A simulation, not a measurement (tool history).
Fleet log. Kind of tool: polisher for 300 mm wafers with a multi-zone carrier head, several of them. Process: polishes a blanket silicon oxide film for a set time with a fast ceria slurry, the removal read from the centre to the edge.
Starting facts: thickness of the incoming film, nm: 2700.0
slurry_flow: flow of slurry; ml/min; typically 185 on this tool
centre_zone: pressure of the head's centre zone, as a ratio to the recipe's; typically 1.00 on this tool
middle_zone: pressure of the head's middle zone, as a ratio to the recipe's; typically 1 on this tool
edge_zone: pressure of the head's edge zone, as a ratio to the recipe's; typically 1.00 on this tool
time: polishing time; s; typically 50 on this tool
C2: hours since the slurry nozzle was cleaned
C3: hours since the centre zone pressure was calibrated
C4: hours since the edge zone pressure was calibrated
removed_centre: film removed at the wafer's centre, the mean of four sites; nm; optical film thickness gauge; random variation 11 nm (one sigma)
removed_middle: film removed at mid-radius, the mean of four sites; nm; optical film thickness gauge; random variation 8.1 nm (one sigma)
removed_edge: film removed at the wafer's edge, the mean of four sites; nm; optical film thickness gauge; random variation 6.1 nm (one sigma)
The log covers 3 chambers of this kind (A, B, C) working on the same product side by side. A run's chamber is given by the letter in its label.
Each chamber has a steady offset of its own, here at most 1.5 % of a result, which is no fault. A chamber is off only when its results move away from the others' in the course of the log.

{"run": "1C", "hour": 4.0, "slurry_flow": 185, "centre_zone": 1.0, "middle_zone": 1, "edge_zone": 1.0, "time": 50, "wafers polished on this pad": 438, "C2": 219.5, "C3": 309.1, "C4": 74.8, "removed_centre": 774.74, "removed_middle": 763.57, "removed_edge": 776.47}
{"run": "2B", "hour": 9.5, "slurry_flow": 185, "centre_zone": 1.0, "middle_zone": 1, "edge_zone": 1.0, "time": 50, "wafers polished on this pad": 1284, "C2": 659.9, "C3": 113.8, "C4": 325.4, "removed_centre": 783.2, "removed_middle": 765.47, "removed_edge": 774.03}
{"hour": 10.5, "done": "chamber C: centre zone pressure recalibrated"}
{"run": "3A", "hour": 15.7, "slurry_flow": 185, "centre_zone": 1.0, "middle_zone": 1, "edge_zone": 1.0, "time": 50, "wafers polished on this pad": 302, "C2": 264.3, "C3": 55.8, "C4": 24.3, "removed_centre": 780.97, "removed_middle": 780.07, "removed_edge": 773.24}
{"hour": 19.6, "done": "chamber B: worn pad replaced by a new one"}
{"run": "4C", "hour": 20.1, "slurry_flow": 185, "centre_zone": 1.0, "middle_zone": 1, "edge_zone": 1.0, "time": 50, "wafers polished on this pad": 615, "C2": 235.6, "C3": 9.6, "C4": 90.9, "removed_centre": 777.82, "removed_middle": 771.93, "removed_edge": 757.7}
{"run": "5B", "hour": 23.9, "slurry_flow": 185, "centre_zone": 1.0, "middle_zone": 1, "edge_zone": 1.0, "time": 50, "wafers polished on this pad": 47, "C2": 674.3, "C3": 128.2, "C4": 339.8, "removed_centre": 776.6, "removed_middle": 764.78, "removed_edge": 769.31}
{"run": "6A", "hour": 28.9, "slurry_flow": 185, "centre_zone": 1.0, "middle_zone": 1, "edge_zone": 1.0, "time": 50, "wafers polished on this pad": 447, "C2": 277.5, "C3": 69.0, "C4": 37.5, "removed_centre": 777.57, "removed_middle": 771.13, "removed_edge": 759.99}
{"run": "7C", "hour": 32.0, "slurry_flow": 185, "centre_zone": 1.0, "middle_zone": 1, "edge_zone": 1.0, "time": 50, "wafers polished on this pad": 745, "C2": 247.5, "C3": 21.5, "C4": 102.8, "removed_centre": 766.89, "removed_middle": 749.05, "removed_edge": 771.86}
{"run": "8B", "hour": 35.8, "slurry_flow": 185, "centre_zone": 1.0, "middle_zone": 1, "edge_zone": 1.0, "time": 50, "wafers polished on this pad": 178, "C2": 686.2, "C3": 140.1, "C4": 351.7, "removed_centre": 775.88, "removed_middle": 758.97, "removed_edge": 765.24}
{"run": "9A", "hour": 39.7, "slurry_flow": 185, "centre_zone": 0.91, "middle_zone": 1, "edge_zone": 1.05, "time": 50, "wafers polished on this pad": 566, "C2": 288.3, "C3": 79.8, "C4": 48.3, "removed_centre": 689.26, "removed_middle": 776.05, "removed_edge": 792.23}
{"run": "10A", "hour": 43.1, "slurry_flow": 185, "centre_zone": 0.91, "middle_zone": 1, "edge_zone": 1.05, "time": 50, "wafers polished on this pad": 603, "C2": 291.7, "C3": 83.2, "C4": 51.7, "removed_centre": 686.95, "removed_middle": 782.34, "removed_edge": 800.06}
{"hour": 43.2, "done": "chamber B: slurry nozzle cleaned"}
{"run": "11C", "hour": 48.7, "slurry_flow": 185, "centre_zone": 0.91, "middle_zone": 1, "edge_zone": 1.05, "time": 50, "wafers polished on this pad": 929, "C2": 264.2, "C3": 38.2, "C4": 119.5, "removed_centre": 682.14, "removed_middle": 762.37, "removed_edge": 787.27}
{"run": "12B", "hour": 51.7, "slurry_flow": 185, "centre_zone": 1.0, "middle_zone": 1, "edge_zone": 1.0, "time": 50, "wafers polished on this pad": 353, "C2": 8.6, "C3": 156.0, "C4": 367.6, "removed_centre": 760.08, "removed_middle": 769.37, "removed_edge": 778.05}
{"run": "13B", "hour": 58.0, "slurry_flow": 185, "centre_zone": 1.0, "middle_zone": 1, "edge_zone": 1.0, "time": 50, "wafers polished on this pad": 422, "C2": 14.9, "C3": 162.3, "C4": 373.9, "removed_centre": 766.99, "removed_middle": 766.36, "removed_edge": 779.82}
{"hour": 62.3, "done": "chamber C: worn pad replaced by a new one"}
{"run": "14A", "hour": 64.4, "slurry_flow": 185, "centre_zone": 1.0, "middle_zone": 1, "edge_zone": 1.0, "time": 50, "wafers polished on this pad": 837, "C2": 313.0, "C3": 104.5, "C4": 73.0, "removed_centre": 782.36, "removed_middle": 774.09, "removed_edge": 767.48}
{"run": "15C", "hour": 69.6, "slurry_flow": 185, "centre_zone": 1.0, "middle_zone": 1, "edge_zone": 1.0, "time": 50, "wafers polished on this pad": 80, "C2": 285.1, "C3": 59.1, "C4": 140.4, "removed_centre": 772.05, "removed_middle": 770.12, "removed_edge": 769.47}
{"run": "16A", "hour": 76.3, "slurry_flow": 185, "centre_zone": 1.0, "middle_zone": 1, "edge_zone": 1.0, "time": 50, "wafers polished on this pad": 968, "C2": 324.9, "C3": 116.4, "C4": 84.9, "removed_centre": 748.53, "removed_middle": 794.7, "removed_edge": 768.36}
{"run": "17C", "hour": 80.8, "slurry_flow": 185, "centre_zone": 1.0, "middle_zone": 1, "edge_zone": 1.0, "time": 50, "wafers polished on this pad": 203, "C2": 296.3, "C3": 70.3, "C4": 151.6, "removed_centre": 766.81, "removed_middle": 766.8, "removed_edge": 766.97}
{"run": "18B", "hour": 84.0, "slurry_flow": 185, "centre_zone": 1.0, "middle_zone": 1, "edge_zone": 1.0, "time": 50, "wafers polished on this pad": 707, "C2": 40.9, "C3": 188.3, "C4": 399.9, "removed_centre": 785.21, "removed_middle": 767.37, "removed_edge": 763.12}
{"run": "19C", "hour": 89.9, "slurry_flow": 185, "centre_zone": 1.0, "middle_zone": 1, "edge_zone": 1.0, "time": 50, "wafers polished on this pad": 303, "C2": 305.4, "C3": 79.4, "C4": 160.7, "removed_centre": 758.39, "removed_middle": 753.54, "removed_edge": 778.42}
{"run": "20B", "hour": 95.1, "slurry_flow": 185, "centre_zone": 1.0, "middle_zone": 1, "edge_zone": 1.0, "time": 50, "wafers polished on this pad": 829, "C2": 52.0, "C3": 199.4, "C4": 411.0, "removed_centre": 766.08, "removed_middle": 761.89, "removed_edge": 773.88}
{"run": "21A", "hour": 101.0, "slurry_flow": 185, "centre_zone": 1.0, "middle_zone": 1, "edge_zone": 1.0, "time": 50, "wafers polished on this pad": 1239, "C2": 349.6, "C3": 141.1, "C4": 109.6, "removed_centre": 752.39, "removed_middle": 785.05, "removed_edge": 776.83}
{"run": "22B", "hour": 105.6, "slurry_flow": 185, "centre_zone": 1.0, "middle_zone": 1, "edge_zone": 1.0, "time": 50, "wafers polished on this pad": 945, "C2": 62.5, "C3": 209.9, "C4": 421.5, "removed_centre": 780.71, "removed_middle": 752.36, "removed_edge": 775.45}
{"run": "23A", "hour": 108.7, "slurry_flow": 185, "centre_zone": 1.0, "middle_zone": 1, "edge_zone": 1.0, "time": 50, "wafers polished on this pad": 1323, "C2": 357.3, "C3": 148.8, "C4": 117.3, "removed_centre": 775.03, "removed_middle": 786.72, "removed_edge": 768.35}
{"run": "24C", "hour": 114.9, "slurry_flow": 185, "centre_zone": 1.0, "middle_zone": 1, "edge_zone": 1.0, "time": 50, "wafers polished on this pad": 578, "C2": 330.4, "C3": 104.4, "C4": 185.7, "removed_centre": 766.77, "removed_middle": 759.13, "removed_edge": 758.64}
{"hour": 117.1, "done": "chamber A: worn pad replaced by a new one"}
{"run": "25A", "hour": 119.4, "slurry_flow": 185, "centre_zone": 0.9, "middle_zone": 1, "edge_zone": 1.0, "time": 50, "wafers polished on this pad": 25, "C2": 368.0, "C3": 159.5, "C4": 128.0, "removed_centre": 687.91, "removed_middle": 778.57, "removed_edge": 778.68}
{"run": "26C", "hour": 122.9, "slurry_flow": 185, "centre_zone": 0.9, "middle_zone": 1, "edge_zone": 1.0, "time": 50, "wafers polished on this pad": 666, "C2": 338.4, "C3": 112.4, "C4": 193.7, "removed_centre": 683.17, "removed_middle": 777.33, "removed_edge": 759.99}
{"run": "27B", "hour": 126.7, "slurry_flow": 185, "centre_zone": 0.9, "middle_zone": 1, "edge_zone": 1.0, "time": 50, "wafers polished on this pad": 1176, "C2": 83.6, "C3": 231.0, "C4": 442.6, "removed_centre": 695.24, "removed_middle": 755.22, "removed_edge": 778.24}
{"run": "28B", "hour": 133.1, "slurry_flow": 130, "centre_zone": 1.0, "middle_zone": 1, "edge_zone": 1.0, "time": 50, "wafers polished on this pad": 1247, "C2": 90.0, "C3": 237.4, "C4": 449.0, "removed_centre": 735.2, "removed_middle": 710.76, "removed_edge": 730.52}
{"run": "29C", "hour": 136.6, "slurry_flow": 130, "centre_zone": 1.0, "middle_zone": 1, "edge_zone": 1.0, "time": 50, "wafers polished on this pad": 816, "C2": 352.1, "C3": 126.1, "C4": 207.4, "removed_centre": 702.55, "removed_middle": 713.92, "removed_edge": 740.69}

Decide between three cases: one chamber stands off from its peers, the gauge reading all wafers drifts, or nothing is wrong past each chamber's small offset. Where a chamber is off, say which and what most likely put it there.

Beyond each chamber's small constant offset nothing stands out, and the gauge stays steady.
